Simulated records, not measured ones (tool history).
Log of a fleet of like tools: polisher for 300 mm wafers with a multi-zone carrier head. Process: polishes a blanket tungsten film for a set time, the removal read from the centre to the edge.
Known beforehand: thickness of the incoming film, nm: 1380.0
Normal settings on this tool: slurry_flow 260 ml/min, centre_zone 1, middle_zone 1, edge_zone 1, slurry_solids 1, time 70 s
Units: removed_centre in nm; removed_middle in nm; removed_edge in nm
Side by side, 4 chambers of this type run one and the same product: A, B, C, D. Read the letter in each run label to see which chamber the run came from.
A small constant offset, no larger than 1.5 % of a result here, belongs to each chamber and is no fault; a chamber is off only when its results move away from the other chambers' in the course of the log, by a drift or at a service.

run	day	slurry_flow	centre_zone	middle_zone	edge_zone	slurry_solids	time	wafers polished on this pad	hours since the slurry nozzle was cleaned	hours since the centre zone pressure was calibrated	hours since the edge zone pressure was calibrated	removed_centre	removed_middle	removed_edge
# day 0.112: chamber C: edge zone pressure recalibrated
1B	0.567	260	1	1	1	1	70	752	338.3	743	336.2	540.85	543.46	543.18
# day 0.708: chamber C: slurry nozzle cleaned
2C	0.967	260	1	1	1	1	70	825	6.2	91.5	20.5	539.44	535.62	540.31
3D	1.454	260	1	1	1	1	70	631	389.1	114.6	116.5	532.58	543.26	537.97
4A	1.946	260	1	1	1	1	70	821	160.5	315.2	504.5	543.91	544.68	540.7
# day 2.138: chamber B: worn pad replaced by a new one
5D	2.562	260	1	1	1	1	70	828	415.7	141.2	143.1	535.9	542.24	539.42
6C	3.146	260	1	1	1	1	70	1213	58.5	143.8	72.8	538.15	533.92	543.78
7B	3.646	260	1	1	1	1	70	268	412.2	816.9	410.1	536.5	537.1	545.01
# day 3.862: chamber A: worn pad replaced by a new one
# day 3.938: chamber C: worn pad replaced by a new one
8A	4.238	260	1	1	1	1	70	67	215.5	370.2	559.5	541.13	539.4	538.01
9A	4.846	260	1	1	1	1	60	175	230.1	384.8	574.1	456.6	463.89	457.47
10B	5.154	260	1	1	1	1	60	536	448.4	853.1	446.3	455.73	470.58	463.98
11C	5.596	260	1	1	1	1	60	295	117.3	202.6	131.6	467.1	466.46	460.64
12D	6.171	260	1	1	1	1	60	1470	502.3	227.8	229.7	456.28	456.18	454.16
# day 6.438: chamber A: slurry nozzle cleaned
13B	6.454	260	1	1	1	1	70	767	479.6	884.3	477.5	545.37	536.65	527.38
14D	7.012	260	1	1	1	1	70	1619	522.5	248	249.9	522	522.29	532.67
# day 7.075: chamber B: edge zone pressure recalibrated
# day 7.183: chamber B: worn pad replaced by a new one
15C	7.338	260	1	1	1	1	70	604	159.1	244.4	173.4	530.61	535.83	539.87
16A	7.796	260	1	1	1	1	70	699	32.6	455.6	644.9	541.09	537.36	536.26
17B	8.2	260	1	1	1	1	70	180	521.5	926.2	27	539.27	548.95	545.54
18D	8.533	260	1	1	1	1	70	1889	559	284.5	286.4	516.15	521.3	536.54
19A	9.162	260	1.1	1	1	1.25	70	942	65.4	488.4	677.7	623.89	574.76	557.45
20C	9.821	260	1.1	1	1	1.25	70	1046	218.7	304	233	623.93	568.53	571.39
21A	10.333	260	1.1	1	1	1.25	70	1150	93.5	516.5	705.8	629.72	563.84	564.8
# day 10.383: chamber A: worn pad replaced by a new one
# day 10.492: chamber C: worn pad replaced by a new one
22B	10.696	260	1.1	1	1	1.25	70	624	581.4	986.1	86.9	631.23	574.45	565.23
# day 11.1: chamber B: slurry nozzle cleaned
23C	11.267	260	1	1	1	1	70	138	253.4	338.7	267.7	546.07	523.27	540.56
# day 11.612: chamber A: edge zone pressure recalibrated
24D	11.8	260	1	1	1	1	70	2470	637.4	362.9	364.8	491.74	504.35	508.02
# day 11.862: chamber C: centre zone pressure recalibrated
# day 12.396: chamber B: worn pad replaced by a new one
25A	12.396	260	1.11	1	0.94	1	70	358	143	566	18.8	605.31	545.02	511.92
26B	12.962	260	1.11	1	0.94	1	70	100	44.8	1040.5	141.3	598.38	534.65	525.65
27C	13.367	260	1.11	1	0.94	1	70	511	303.8	36.1	318.1	607.24	537.38	528.35
28D	13.917	260	1.11	1	0.94	1	70	2846	688.2	413.7	415.6	548.75	492.77	478.71
29D	14.458	260	1	1	1	1	70	2942	701.2	426.7	428.6	489.89	481.03	494.29

Has any chamber moved away from the others, gradually or after a service, or does the common gauge drift, or do the chambers differ only by their own small steady offsets? State the chamber and the most likely cause if one applies.

Chamber D drifts away from the others.
What lies behind it: removal rate lost through wear of the pad, % = 9.43.

Below are 4 candidate recipes for chamber D's next run, each the usual settings with a change, their results shown as question marks. Which of them brings D's results back in line with what the other chambers give on the usual settings?
A result is in line if it is within this distance of the other chambers' mean on the usual settings: removed_centre 15 nm; removed_middle 22 nm; removed_edge 25 nm
30D-1	14.933	265	1.02	1.01	1	1.05	83					?	?	?
30D-2	14.933	255	0.98	0.99	1	0.95	59					?	?	?
30D-3	14.933	255	0.99	1	1	1	64					?	?	?
30D-4	14.933	265	1.01	1	1	1	76					?	?	?

Other chambers, usual settings, mean: removed_centre 537.81 nm; removed_middle 536.14 nm; removed_edge 538.57 nm
run	removed_centre	removed_middle	removed_edge
30D-1	596.58	595.79	591.52
30D-2	394.11	404.39	409.28
30D-3	437.73	448.11	449.38
30D-4	534.01	534.38	535.39
Change 30D-4 lands the chamber within the allowed miss of the other chambers.
